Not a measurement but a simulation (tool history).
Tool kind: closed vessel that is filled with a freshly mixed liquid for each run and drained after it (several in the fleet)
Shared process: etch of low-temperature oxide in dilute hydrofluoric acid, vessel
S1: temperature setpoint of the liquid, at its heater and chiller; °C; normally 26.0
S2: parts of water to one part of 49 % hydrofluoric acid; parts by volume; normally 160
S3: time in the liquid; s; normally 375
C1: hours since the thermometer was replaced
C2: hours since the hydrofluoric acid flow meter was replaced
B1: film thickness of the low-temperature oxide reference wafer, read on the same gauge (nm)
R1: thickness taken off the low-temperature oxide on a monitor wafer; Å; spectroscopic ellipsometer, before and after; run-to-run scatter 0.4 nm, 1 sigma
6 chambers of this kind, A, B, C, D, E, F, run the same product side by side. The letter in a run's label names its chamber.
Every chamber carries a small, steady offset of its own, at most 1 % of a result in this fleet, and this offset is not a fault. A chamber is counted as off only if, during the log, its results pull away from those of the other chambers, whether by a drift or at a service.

run 1C hour=6.5 | S1=26.0 S2=160 S3=375 | C1=94.4 C2=646.1 | B1=70.028 | R1=409.66
run 2E hour=15.1 | S1=26.0 S2=160 S3=375 | C1=335.3 C2=495.7 | B1=69.997 | R1=396.96
run 3F hour=25.1 | S1=26.0 S2=160 S3=375 | C1=1806.7 C2=166.1 | B1=69.979 | R1=404.49
run 4D hour=32.5 | S1=26.0 S2=160 S3=375 | C1=599.9 C2=581.2 | B1=70.045 | R1=409.44
run 5B hour=43.7 | S1=26.0 S2=160 S3=375 | C1=1656.1 C2=931.2 | B1=69.993 | R1=411.78
run 6A hour=51.6 | S1=26.0 S2=160 S3=375 | C1=1358.6 C2=1208.7 | B1=70.032 | R1=407.43
run 7B hour=58.7 | S1=26.0 S2=100 S3=375 | C1=1671.1 C2=946.2 | B1=69.976 | R1=716.04
run 8F hour=67.8 | S1=26.0 S2=100 S3=375 | C1=1849.4 C2=208.8 | B1=70.000 | R1=709.53
-- hour=70.1 chamber F: thermometer replaced
run 9E hour=74.0 | S1=26.0 S2=100 S3=375 | C1=394.2 C2=554.6 | B1=69.991 | R1=692.68
-- hour=77.9 chamber A: thermometer replaced
run 10D hour=84.9 | S1=26.0 S2=100 S3=375 | C1=652.3 C2=633.6 | B1=69.995 | R1=694.65
run 11A hour=96.0 | S1=26.0 S2=100 S3=375 | C1=18.1 C2=1253.1 | B1=69.958 | R1=677.20
run 12C hour=106.6 | S1=26.0 S2=100 S3=375 | C1=194.5 C2=746.2 | B1=69.984 | R1=701.77
run 13C hour=115.1 | S1=26.0 S2=160 S3=375 | C1=203.0 C2=754.7 | B1=69.992 | R1=403.28
run 14A hour=126.3 | S1=26.0 S2=160 S3=375 | C1=48.4 C2=1283.4 | B1=69.987 | R1=403.31
run 15E hour=133.2 | S1=26.0 S2=160 S3=375 | C1=453.4 C2=613.8 | B1=69.999 | R1=400.98
run 16D hour=143.3 | S1=26.0 S2=120 S3=175 | C1=710.7 C2=692.0 | B1=69.995 | R1=268.05
run 17F hour=151.8 | S1=26.0 S2=120 S3=175 | C1=81.7 C2=292.8 | B1=69.998 | R1=264.90
run 18B hour=161.9 | S1=26.0 S2=120 S3=175 | C1=1774.3 C2=1049.4 | B1=70.022 | R1=268.66
run 19B hour=168.1 | S1=26.0 S2=120 S3=175 | C1=1780.5 C2=1055.6 | B1=70.000 | R1=262.58
run 20C hour=178.9 | S1=26.0 S2=120 S3=175 | C1=266.8 C2=818.5 | B1=69.986 | R1=263.83
run 21E hour=184.8 | S1=26.0 S2=120 S3=175 | C1=505.0 C2=665.4 | B1=70.007 | R1=254.23
run 22F hour=195.4 | S1=26.0 S2=160 S3=375 | C1=125.3 C2=336.4 | B1=69.985 | R1=411.08
run 23D hour=206.4 | S1=26.0 S2=160 S3=375 | C1=773.8 C2=755.1 | B1=70.014 | R1=408.83
-- hour=212.6 chamber B: hydrofluoric acid flow meter replaced
run 24A hour=215.0 | S1=26.0 S2=160 S3=375 | C1=137.1 C2=1372.1 | B1=69.959 | R1=407.76
run 25F hour=225.9 | S1=26.0 S2=160 S3=375 | C1=155.8 C2=366.9 | B1=69.958 | R1=406.35
run 26A hour=233.5 | S1=26.0 S2=160 S3=375 | C1=155.6 C2=1390.6 | B1=70.004 | R1=405.30
run 27B hour=242.9 | S1=26.0 S2=160 S3=375 | C1=1855.3 C2=30.4 | B1=70.008 | R1=407.96
run 28C hour=251.3 | S1=27.5 S2=160 S3=375 | C1=339.2 C2=890.9 | B1=70.044 | R1=436.50
-- hour=255.4 chamber A: hydrofluoric acid flow meter replaced
run 29D hour=258.1 | S1=27.5 S2=160 S3=375 | C1=825.5 C2=806.8 | B1=70.045 | R1=430.62
run 30E hour=265.7 | S1=27.5 S2=160 S3=375 | C1=585.9 C2=746.3 | B1=69.958 | R1=395.91
run 31B hour=274.6 | S1=27.5 S2=160 S3=375 | C1=1887.0 C2=62.1 | B1=69.980 | R1=432.23
run 32E hour=285.3 | S1=27.5 S2=160 S3=375 | C1=605.5 C2=765.9 | B1=69.998 | R1=399.34
run 33A hour=295.5 | S1=27.5 S2=160 S3=375 | C1=217.6 C2=40.1 | B1=69.974 | R1=430.60
run 34C hour=303.7 | S1=26.0 S2=160 S3=375 | C1=391.6 C2=943.3 | B1=70.009 | R1=408.04
run 35F hour=314.3 | S1=26.0 S2=160 S3=375 | C1=244.2 C2=455.3 | B1=70.004 | R1=405.96
run 36D hour=321.0 | S1=26.0 S2=160 S3=375 | C1=888.4 C2=869.7 | B1=69.946 | R1=404.63
run 37A hour=328.3 | S1=26.0 S2=160 S3=230 | C1=250.4 C2=72.9 | B1=69.998 | R1=250.31
run 38D hour=335.2 | S1=26.0 S2=160 S3=230 | C1=902.6 C2=883.9 | B1=69.978 | R1=249.69
run 39B hour=343.8 | S1=26.0 S2=160 S3=230 | C1=1956.2 C2=131.3 | B1=70.034 | R1=251.33
run 40C hour=350.2 | S1=26.0 S2=160 S3=230 | C1=438.1 C2=989.8 | B1=69.984 | R1=252.35

Does one chamber stand apart from the rest, does the shared gauge drift, or is all well apart from small per-chamber offsets? Give the chamber and the most likely cause, where there is one.

Little by little, chamber E moves away from the other chambers.
Cause: hydrofluoric acid flow below the setpoint (%) = 9.17.
Not necessarily distinguishable in this log from: liquid colder than its thermometer reads (K).

Below are 4 candidate recipes for chamber E's next run, each the usual settings with a change, their results shown as question marks. Which of them brings E's results back in line with what the other chambers give on the usual settings?
Allowed miss from the other chambers' usual-settings mean, per result, to count as in line: R1 14.00 Å
run 41E-1 hour=358.3 | S1=25.5 S2=175 S3=375 | R1=?
run 41E-2 hour=358.3 | S1=26.0 S2=160 S3=395 | R1=?
run 41E-3 hour=358.3 | S1=26.0 S2=165 S3=365 | R1=?
run 41E-4 hour=358.3 | S1=29.0 S2=160 S3=375 | R1=?

The mean the other chambers reach with the usual settings: R1 406.89 Å
run=41E-1 R1=317.82
run=41E-2 R1=380.38
run=41E-3 R1=338.56
run=41E-4 R1=402.66
41E-4 puts the chamber back in line with the other chambers.
